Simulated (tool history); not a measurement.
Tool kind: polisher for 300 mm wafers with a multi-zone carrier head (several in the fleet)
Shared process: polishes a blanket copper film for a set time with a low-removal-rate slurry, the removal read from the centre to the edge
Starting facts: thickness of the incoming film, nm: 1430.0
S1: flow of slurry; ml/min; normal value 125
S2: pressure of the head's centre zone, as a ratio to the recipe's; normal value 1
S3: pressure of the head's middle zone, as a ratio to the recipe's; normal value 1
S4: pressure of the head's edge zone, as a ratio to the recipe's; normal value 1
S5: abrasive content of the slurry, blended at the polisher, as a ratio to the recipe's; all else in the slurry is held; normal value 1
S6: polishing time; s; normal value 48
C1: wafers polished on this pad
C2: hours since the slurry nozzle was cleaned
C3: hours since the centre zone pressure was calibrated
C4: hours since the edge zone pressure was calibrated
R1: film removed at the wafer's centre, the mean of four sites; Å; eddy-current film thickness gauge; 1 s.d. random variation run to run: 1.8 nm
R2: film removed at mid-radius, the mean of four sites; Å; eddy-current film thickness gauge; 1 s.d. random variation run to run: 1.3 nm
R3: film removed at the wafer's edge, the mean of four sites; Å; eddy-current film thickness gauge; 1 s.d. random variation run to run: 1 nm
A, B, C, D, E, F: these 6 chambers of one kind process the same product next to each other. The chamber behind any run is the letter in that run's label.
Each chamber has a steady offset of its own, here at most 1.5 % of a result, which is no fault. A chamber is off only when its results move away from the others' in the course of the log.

run    day   S1    S2  S3    S4  S5  S6    C1     C2     C3      C4      R1      R2      R3
 1B  0.142  125     1   1     1   1  48   446   76.1  901.8   311.5    1216  1229.7    1248
 2A  0.329  125     1   1     1   1  48   374   72.9  236.1  1158.4  1218.1  1251.8  1262.9
 3D  0.467  125     1   1     1   1  48   263  273.3    559  1302.2  1267.8  1239.1    1243
     0.483  -- chamber B: worn pad replaced by a new one
 4C  0.725  125     1   1     1   1  48   632  245.6  815.8   749.9  1260.9  1242.1  1255.9
     0.758  -- chamber F: worn pad replaced by a new one
     0.762  -- chamber B: centre zone pressure recalibrated
 5F  0.925  125     1   1     1   1  48    69   57.7   49.1  1163.7  1275.3    1243  1240.5
 6E  1.067  125     1   1     1   1  48   676  134.8  707.8   424.1  1261.7    1243  1259.4
      1.25  -- chamber D: worn pad replaced by a new one
 7D  1.288  125     1   1     1   1  61    16    293  578.7  1321.9  1571.1  1537.5  1572.6
     1.317  -- chamber A: worn pad replaced by a new one
       1.4  -- chamber C: worn pad replaced by a new one
     1.421  -- chamber E: worn pad replaced by a new one
     1.462  -- chamber C: slurry nozzle cleaned
 8F  1.525  125     1   1     1   1  61   314   72.1   63.5  1178.1  1504.7  1596.7  1555.9
 9C  1.696  125     1   1     1   1  61   121    5.6  839.1   773.2  1566.2  1607.9  1560.9
10B  1.854  125     1   1     1   1  61   563  117.2   26.2   352.6  1575.5  1556.3  1586.9
       1.9  -- chamber B: worn pad replaced by a new one
11A  2.038  125     1   1     1   1  61   295  113.9  277.1  1199.4  1537.5  1578.5  1593.7
     2.121  -- chamber F: worn pad replaced by a new one
12E  2.154  125     1   1     1   1  61   300  160.9  733.9   450.2  1587.8  1587.3  1560.6
13A  2.312  125     1   1     1   1  48   407  120.5  283.7    1206  1220.4  1235.8  1255.2
14F  2.483  125     1   1     1   1  48   149   95.1   86.5  1201.1  1237.8  1234.6  1222.8
     2.608  -- chamber D: worn pad replaced by a new one
15C  2.612  125     1   1     1   1  48   497   27.6  861.1   795.2  1256.6  1265.9  1242.1
16E  2.771  125     1   1     1   1  48   553  175.7  748.7     465  1251.6  1228.6  1248.8
17D  3.012  125     1   1     1   1  48   166  334.4  620.1  1363.3  1212.4  1240.5  1237.5
     3.071  -- chamber E: worn pad replaced by a new one
     3.254  -- chamber A: worn pad replaced by a new one
18B  3.267  125     1   1     1   1  48   561  151.1   60.1   386.5  1225.2  1237.7  1224.1
      3.35  -- chamber F: worn pad replaced by a new one
     3.471  -- chamber B: worn pad replaced by a new one
     3.492  -- chamber C: worn pad replaced by a new one
19E  3.517  125     1   1     1   1  48   183  193.6  766.6   482.9    1197    1235  1254.8
20C  3.683  125     1   1     1   1  48    79   53.3  886.8   820.9  1298.3  1256.9  1239.5
      3.85  -- chamber D: worn pad replaced by a new one
21A  3.908  125     1   1     1   1  48   268  158.8    322  1244.3  1206.1  1243.5  1247.1
22B  4.092  125     1   1     1   1  48   254  170.9   79.9   406.3  1249.7    1255  1227.5
23D  4.292  125     1   1     1   1  48   181  365.1  650.8    1394  1204.6  1238.8  1236.3
     4.367  -- chamber B: edge zone pressure recalibrated
24F  4.554  125     1   1     1   1  48   493  144.8  136.2  1250.8  1204.8    1239  1227.8
     4.617  -- chamber F: worn pad replaced by a new one
25F    4.7  125     1   1     1   1  48    34  148.3  139.7  1254.3  1215.5  1241.5  1252.8
26E  4.958  125  0.89   1     1   1  48   773  228.2  801.2   517.5  1055.6  1237.2  1256.2
     5.067  -- chamber E: worn pad replaced by a new one
27D  5.175  125  0.89   1     1   1  48   542  386.3    672  1415.2  1050.2    1252  1238.6
      5.25  -- chamber A: edge zone pressure recalibrated
     5.267  -- chamber B: worn pad replaced by a new one
     5.346  -- chamber F: edge zone pressure recalibrated
     5.354  -- chamber A: worn pad replaced by a new one
28C  5.367  125  0.89   1     1   1  48   768   93.7  927.2   861.3  1086.2  1255.2  1251.9
     5.438  -- chamber D: worn pad replaced by a new one
29B  5.583  125  0.89   1     1   1  48   130  206.7  115.7    29.3  1115.8  1259.1  1222.2
30A  5.775  125  0.89   1     1   1  48   172  203.6  366.8    12.7  1082.8  1265.3    1268
     5.862  -- chamber F: worn pad replaced by a new one
31C  5.983  125  0.89   1     1   1  48  1021  108.5    942   876.1  1109.6  1278.4  1236.2
     6.042  -- chamber C: worn pad replaced by a new one
32D  6.167  125     1   1     1   1  48   300  410.1  695.8    1439  1245.7  1244.2  1229.9
     6.308  -- chamber A: slurry nozzle cleaned
33B  6.317  125     1   1     1   1  48   430  224.3  133.3    46.9  1224.3  1242.2  1235.1
34A  6.508  125     1   1     1   1  48   473    4.8  384.4    30.3  1238.8  1237.8  1273.5
     6.658  -- chamber C: centre zone pressure recalibrated
35E  6.767  125     1   1     1   1  48   697  271.6  844.6   560.9  1134.9  1224.8  1223.9
36F  6.962  125     1   1     1   1  48   451  202.6    194    38.9  1200.4  1207.8  1220.5
37C  7.175  125     1   1  1.07   1  48   464  137.1   12.4   904.7  1263.3  1269.6  1307.1

Is one chamber out of step, is the gauge drifting, or do the chambers differ by no more than their own small offsets? For an off chamber, give its letter and the likeliest cause.

Little by little, chamber E moves away from the other chambers.
What lies behind it: centre zone's pressure below its setpoint, % = 10.7.

Chamber E could run next with any of the 4 candidate recipes listed below; each alters the usual settings, and their results appear as question marks. Which one brings its results back in line with what the other chambers deliver on the usual settings?
Maximum distance from the other chambers' mean on the usual settings for a result to count as in line: R1 62 Å; R2 44 Å; R3 36 Å
38E-1  7.362  115  0.91     1  1.04   1  48                   ?   ?   ?
38E-2  7.362  155  1.17  0.97  0.88   1  49                   ?   ?   ?
38E-3  7.362  135  1.09     1  0.96   1  48                   ?   ?   ?
38E-4  7.362  105  0.83     1  1.09   1  48                   ?   ?   ?

The other chambers' mean on the usual settings: R1 1235.4 Å; R2 1245.1 Å; R3 1240.4 Å
  run      R1      R2      R3
38E-1  961.21  1193.7  1261.6
38E-2  1399.3  1262.1  1237.2
38E-3  1228.4  1237.5  1241.2
38E-4  841.97  1166.5  1273.5
38E-3 brings the chamber back in line.

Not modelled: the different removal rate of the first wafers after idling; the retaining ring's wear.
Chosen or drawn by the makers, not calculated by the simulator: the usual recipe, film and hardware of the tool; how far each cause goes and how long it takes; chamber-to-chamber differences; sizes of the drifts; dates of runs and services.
